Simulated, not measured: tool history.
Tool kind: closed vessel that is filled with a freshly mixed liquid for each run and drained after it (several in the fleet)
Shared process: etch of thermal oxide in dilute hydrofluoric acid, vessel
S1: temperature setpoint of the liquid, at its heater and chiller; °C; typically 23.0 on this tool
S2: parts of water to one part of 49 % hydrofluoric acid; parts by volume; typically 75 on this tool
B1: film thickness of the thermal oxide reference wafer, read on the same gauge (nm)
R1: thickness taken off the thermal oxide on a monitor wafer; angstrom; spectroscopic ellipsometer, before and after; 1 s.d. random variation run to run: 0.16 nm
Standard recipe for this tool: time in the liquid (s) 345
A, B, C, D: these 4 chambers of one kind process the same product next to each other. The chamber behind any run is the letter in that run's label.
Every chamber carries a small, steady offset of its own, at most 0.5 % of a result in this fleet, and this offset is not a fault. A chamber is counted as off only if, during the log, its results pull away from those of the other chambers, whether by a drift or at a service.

{"run": "1B", "hour": 10.0, "S1": 23.0, "S2": 75, "time in the liquid (s)": 345, "B1": 30.005, "R1": 206.9}
{"run": "2D", "hour": 21.0, "S1": 23.0, "S2": 75, "time in the liquid (s)": 345, "B1": 30.012, "R1": 204.02}
{"run": "3A", "hour": 31.0, "S1": 23.0, "S2": 75, "time in the liquid (s)": 345, "B1": 29.998, "R1": 206.65}
{"run": "4C", "hour": 44.6, "S1": 23.0, "S2": 75, "time in the liquid (s)": 345, "B1": 29.979, "R1": 203.15}
{"run": "5A", "hour": 53.1, "S1": 23.0, "S2": 75, "time in the liquid (s)": 345, "B1": 30.028, "R1": 204.59}
{"run": "6D", "hour": 66.2, "S1": 23.0, "S2": 75, "time in the liquid (s)": 345, "B1": 29.979, "R1": 205.34}
{"run": "7C", "hour": 75.2, "S1": 23.0, "S2": 75, "time in the liquid (s)": 345, "B1": 30.01, "R1": 206.94}
{"run": "8B", "hour": 84.2, "S1": 23.0, "S2": 75, "time in the liquid (s)": 345, "B1": 30.043, "R1": 205.71}
{"run": "9A", "hour": 95.5, "S1": 23.0, "S2": 75, "time in the liquid (s)": 345, "B1": 29.988, "R1": 206.69}
{"hour": 100.4, "done": "chamber B: hydrofluoric acid flow meter replaced"}
{"run": "10D", "hour": 109.5, "S1": 23.0, "S2": 75, "time in the liquid (s)": 345, "B1": 29.981, "R1": 208.51}
{"run": "11B", "hour": 116.8, "S1": 23.0, "S2": 105, "time in the liquid (s)": 345, "B1": 29.977, "R1": 141.21}
{"run": "12C", "hour": 124.8, "S1": 23.0, "S2": 105, "time in the liquid (s)": 345, "B1": 29.98, "R1": 143.61}
{"run": "13D", "hour": 131.7, "S1": 23.0, "S2": 105, "time in the liquid (s)": 345, "B1": 30.027, "R1": 141.33}
{"run": "14C", "hour": 141.7, "S1": 23.0, "S2": 105, "time in the liquid (s)": 345, "B1": 29.995, "R1": 140.8}
{"run": "15A", "hour": 148.4, "S1": 23.0, "S2": 75, "time in the liquid (s)": 345, "B1": 30.005, "R1": 208.01}
{"run": "16B", "hour": 159.0, "S1": 23.0, "S2": 75, "time in the liquid (s)": 345, "B1": 29.962, "R1": 205.45}
{"run": "17C", "hour": 170.8, "S1": 19.5, "S2": 50, "time in the liquid (s)": 345, "B1": 29.967, "R1": 278.6}
{"hour": 176.8, "done": "chamber C: hydrofluoric acid flow meter replaced"}
{"run": "18B", "hour": 182.0, "S1": 19.5, "S2": 50, "time in the liquid (s)": 345, "B1": 29.983, "R1": 276.5}
{"run": "19A", "hour": 195.5, "S1": 19.5, "S2": 50, "time in the liquid (s)": 345, "B1": 30.01, "R1": 273.22}
{"run": "20D", "hour": 207.4, "S1": 19.5, "S2": 50, "time in the liquid (s)": 345, "B1": 30.012, "R1": 272.31}
{"run": "21C", "hour": 218.7, "S1": 23.0, "S2": 75, "time in the liquid (s)": 345, "B1": 29.982, "R1": 209.22}
{"run": "22D", "hour": 228.2, "S1": 23.0, "S2": 75, "time in the liquid (s)": 345, "B1": 30.058, "R1": 206.15}
{"hour": 238.4, "done": "chamber A: hydrofluoric acid flow meter replaced"}
{"run": "23B", "hour": 238.6, "S1": 23.0, "S2": 75, "time in the liquid (s)": 345, "B1": 29.999, "R1": 206.95}
{"run": "24A", "hour": 249.9, "S1": 23.0, "S2": 75, "time in the liquid (s)": 345, "B1": 29.983, "R1": 208.14}
{"run": "25B", "hour": 259.0, "S1": 18.5, "S2": 75, "time in the liquid (s)": 515, "B1": 29.997, "R1": 252.27}
{"run": "26D", "hour": 271.1, "S1": 18.5, "S2": 75, "time in the liquid (s)": 515, "B1": 30.008, "R1": 254.22}
{"run": "27A", "hour": 284.7, "S1": 18.5, "S2": 75, "time in the liquid (s)": 515, "B1": 30.036, "R1": 253.71}
{"run": "28C", "hour": 292.4, "S1": 18.5, "S2": 75, "time in the liquid (s)": 515, "B1": 30.02, "R1": 257.94}
{"run": "29B", "hour": 306.4, "S1": 23.0, "S2": 75, "time in the liquid (s)": 345, "B1": 29.973, "R1": 205.51}
{"run": "30D", "hour": 314.3, "S1": 23.0, "S2": 75, "time in the liquid (s)": 345, "B1": 29.951, "R1": 206.42}
{"run": "31C", "hour": 325.8, "S1": 23.0, "S2": 75, "time in the liquid (s)": 345, "B1": 29.997, "R1": 203.93}
{"run": "32A", "hour": 338.0, "S1": 23.0, "S2": 75, "time in the liquid (s)": 345, "B1": 30.007, "R1": 206.05}
{"run": "33A", "hour": 350.4, "S1": 23.0, "S2": 75, "time in the liquid (s)": 345, "B1": 30.002, "R1": 205.09}

One chamber off, gauge drift, or nothing amiss beyond the chambers' own small offsets? If it is a chamber, which one, and what is the likeliest cause?

Nothing is wrong: each chamber keeps only its own small, steady offset and the gauge holds still.

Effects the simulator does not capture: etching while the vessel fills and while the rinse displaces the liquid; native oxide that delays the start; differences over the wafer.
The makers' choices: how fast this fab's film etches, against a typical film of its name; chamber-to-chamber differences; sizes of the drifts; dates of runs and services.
